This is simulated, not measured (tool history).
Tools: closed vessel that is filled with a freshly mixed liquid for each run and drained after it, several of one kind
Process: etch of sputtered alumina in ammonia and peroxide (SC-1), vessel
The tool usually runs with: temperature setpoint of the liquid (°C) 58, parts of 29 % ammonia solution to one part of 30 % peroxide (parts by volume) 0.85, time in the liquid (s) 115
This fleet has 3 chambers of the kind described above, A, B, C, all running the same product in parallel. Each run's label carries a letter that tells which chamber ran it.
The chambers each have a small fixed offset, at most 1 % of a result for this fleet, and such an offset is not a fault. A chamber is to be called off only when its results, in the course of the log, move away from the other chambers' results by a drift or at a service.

run	hour	temperature setpoint of the liquid (°C)	parts of 29 % ammonia solution to one part of 30 % peroxide (parts by volume)	time in the liquid (s)	read-back film thickness of the sputtered alumina reference wafer, read on the same gauge (nm)	thickness taken off the sputtered alumina on a monitor wafer (angstrom)
1A	5.9	58	0.85	115	60.024	92.609
2B	16.3	58	0.85	115	59.995	92.229
3C	27.5	58	0.85	115	59.996	91.098
4C	35.7	58	0.85	115	59.991	92.654
5A	42.2	58	0.85	115	60.022	93.553
6B	53.2	58	0.85	80	60.027	63.543
7C	64.1	58	0.85	80	60.004	64.017
8B	71.1	58	0.85	80	60.021	64.294
# hour 73.3: chamber A: ammonia flow meter replaced
9A	77	58	0.85	115	60.014	90.973
10C	86.9	58	0.85	115	59.969	90.978
11B	95.4	58	0.85	115	59.968	93.101
12A	105.4	58	0.85	115	59.999	93.076
13C	116.5	58	0.85	115	60.008	92.051
14B	126.2	58	0.85	115	60.004	94.438
15A	136.2	58	0.85	115	59.937	91.571
16A	146	58	0.85	115	60.02	94.727
17C	152	58	0.85	115	60.031	91.38
18B	162.2	54.5	0.85	155	60.016	108.51
19A	167.8	54.5	0.85	155	60.034	103.77
20B	179.1	54.5	0.85	155	59.995	111.85
21C	187.5	58	0.85	115	60.021	92.313
22C	197.2	58	0.85	115	59.974	92.672
23B	203.7	58	0.85	115	60.009	99.623
24A	214.5	58	0.85	115	60.024	92.101
25C	224.7	58	0.85	115	59.994	91.127

All chambers now run identical settings, listed one chamber a line with results as question marks. What results will each chamber show?
26A	233.5	58	0.85	115		?
26B	233.5	58	0.85	115		?
26C	233.5	58	0.85	115		?

run	thickness taken off the sputtered alumina on a monitor wafer (angstrom)
26A	91.723
26B	101.07
26C	91.47

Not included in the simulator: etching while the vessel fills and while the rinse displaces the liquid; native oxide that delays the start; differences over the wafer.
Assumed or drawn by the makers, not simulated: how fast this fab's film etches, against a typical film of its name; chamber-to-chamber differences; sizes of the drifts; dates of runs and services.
